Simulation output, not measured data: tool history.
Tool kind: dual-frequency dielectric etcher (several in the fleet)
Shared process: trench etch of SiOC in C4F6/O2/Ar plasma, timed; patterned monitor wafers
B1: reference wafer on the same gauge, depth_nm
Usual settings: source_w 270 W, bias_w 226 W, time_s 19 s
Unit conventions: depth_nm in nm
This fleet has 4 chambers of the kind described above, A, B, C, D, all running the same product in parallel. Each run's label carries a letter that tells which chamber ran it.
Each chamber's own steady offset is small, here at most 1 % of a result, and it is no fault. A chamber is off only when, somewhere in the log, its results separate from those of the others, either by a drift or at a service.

{"run": "1D", "hour": 4.6, "source_w": 270, "bias_w": 226, "time_s": 19, "B1": 39.687, "depth_nm": 36.774}
{"run": "2B", "hour": 10.0, "source_w": 270, "bias_w": 226, "time_s": 19, "B1": 39.691, "depth_nm": 36.209}
{"run": "3C", "hour": 14.3, "source_w": 270, "bias_w": 226, "time_s": 19, "B1": 39.685, "depth_nm": 36.576}
{"run": "4A", "hour": 18.1, "source_w": 270, "bias_w": 226, "time_s": 19, "B1": 39.682, "depth_nm": 36.651}
{"run": "5D", "hour": 23.7, "source_w": 270, "bias_w": 226, "time_s": 19, "B1": 39.676, "depth_nm": 36.789}
{"run": "6A", "hour": 27.8, "source_w": 270, "bias_w": 226, "time_s": 19, "B1": 39.672, "depth_nm": 36.611}
{"run": "7B", "hour": 33.3, "source_w": 270, "bias_w": 226, "time_s": 19, "B1": 39.659, "depth_nm": 36.211}
{"run": "8C", "hour": 36.9, "source_w": 270, "bias_w": 226, "time_s": 19, "B1": 39.66, "depth_nm": 36.469}
{"run": "9C", "hour": 42.1, "source_w": 270, "bias_w": 226, "time_s": 19, "B1": 39.648, "depth_nm": 36.556}
{"run": "10B", "hour": 47.7, "source_w": 270, "bias_w": 226, "time_s": 19, "B1": 39.645, "depth_nm": 36.22}
{"hour": 48.7, "done": "chamber B: wet clean of the chamber"}
{"run": "11D", "hour": 53.0, "source_w": 270, "bias_w": 226, "time_s": 19, "B1": 39.647, "depth_nm": 36.758}
{"run": "12A", "hour": 58.3, "source_w": 270, "bias_w": 226, "time_s": 19, "B1": 39.629, "depth_nm": 36.612}
{"run": "13D", "hour": 61.6, "source_w": 270, "bias_w": 226, "time_s": 19, "B1": 39.633, "depth_nm": 36.793}
{"run": "14C", "hour": 66.4, "source_w": 270, "bias_w": 226, "time_s": 19, "B1": 39.627, "depth_nm": 36.49}
{"run": "15A", "hour": 70.3, "source_w": 270, "bias_w": 226, "time_s": 19, "B1": 39.636, "depth_nm": 36.651}
{"run": "16B", "hour": 75.0, "source_w": 270, "bias_w": 226, "time_s": 19, "B1": 39.616, "depth_nm": 36.24}
{"run": "17D", "hour": 80.2, "source_w": 210, "bias_w": 202, "time_s": 19, "B1": 39.617, "depth_nm": 32.14}
{"run": "18C", "hour": 86.5, "source_w": 210, "bias_w": 202, "time_s": 19, "B1": 39.592, "depth_nm": 31.891}
{"run": "19A", "hour": 91.3, "source_w": 210, "bias_w": 202, "time_s": 19, "B1": 39.592, "depth_nm": 32.04}
{"run": "20B", "hour": 95.2, "source_w": 210, "bias_w": 202, "time_s": 19, "B1": 39.604, "depth_nm": 31.63}
{"run": "21B", "hour": 98.0, "source_w": 270, "bias_w": 226, "time_s": 19, "B1": 39.586, "depth_nm": 36.23}
{"hour": 99.5, "done": "chamber C: wet clean of the chamber"}
{"run": "22C", "hour": 101.1, "source_w": 270, "bias_w": 226, "time_s": 19, "B1": 39.585, "depth_nm": 36.538}
{"run": "23D", "hour": 105.0, "source_w": 270, "bias_w": 226, "time_s": 19, "B1": 39.587, "depth_nm": 36.67}
{"run": "24A", "hour": 109.3, "source_w": 240, "bias_w": 226, "time_s": 19, "B1": 39.585, "depth_nm": 34.914}
{"run": "25D", "hour": 115.1, "source_w": 240, "bias_w": 226, "time_s": 19, "B1": 39.582, "depth_nm": 35.068}
{"run": "26B", "hour": 118.5, "source_w": 240, "bias_w": 226, "time_s": 19, "B1": 39.567, "depth_nm": 34.585}
{"run": "27C", "hour": 123.9, "source_w": 240, "bias_w": 226, "time_s": 19, "B1": 39.565, "depth_nm": 34.831}
{"run": "28A", "hour": 130.3, "source_w": 270, "bias_w": 226, "time_s": 19, "B1": 39.561, "depth_nm": 36.436}
{"run": "29B", "hour": 133.7, "source_w": 270, "bias_w": 226, "time_s": 19, "B1": 39.552, "depth_nm": 36.096}
{"run": "30A", "hour": 140.0, "source_w": 270, "bias_w": 226, "time_s": 19, "B1": 39.547, "depth_nm": 36.525}
{"run": "31C", "hour": 145.6, "source_w": 270, "bias_w": 226, "time_s": 19, "B1": 39.542, "depth_nm": 36.462}

All chambers now run identical settings, listed one chamber a line with results as question marks. What results will each chamber show?
{"run": "32A", "hour": 150.2, "source_w": 200, "bias_w": 226, "time_s": 19, "depth_nm": "?"}
{"run": "32B", "hour": 150.2, "source_w": 200, "bias_w": 226, "time_s": 19, "depth_nm": "?"}
{"run": "32C", "hour": 150.2, "source_w": 200, "bias_w": 226, "time_s": 19, "depth_nm": "?"}
{"run": "32D", "hour": 150.2, "source_w": 200, "bias_w": 226, "time_s": 19, "depth_nm": "?"}

run=32A depth_nm=32.632
run=32B depth_nm=32.304
run=32C depth_nm=32.534
run=32D depth_nm=32.659
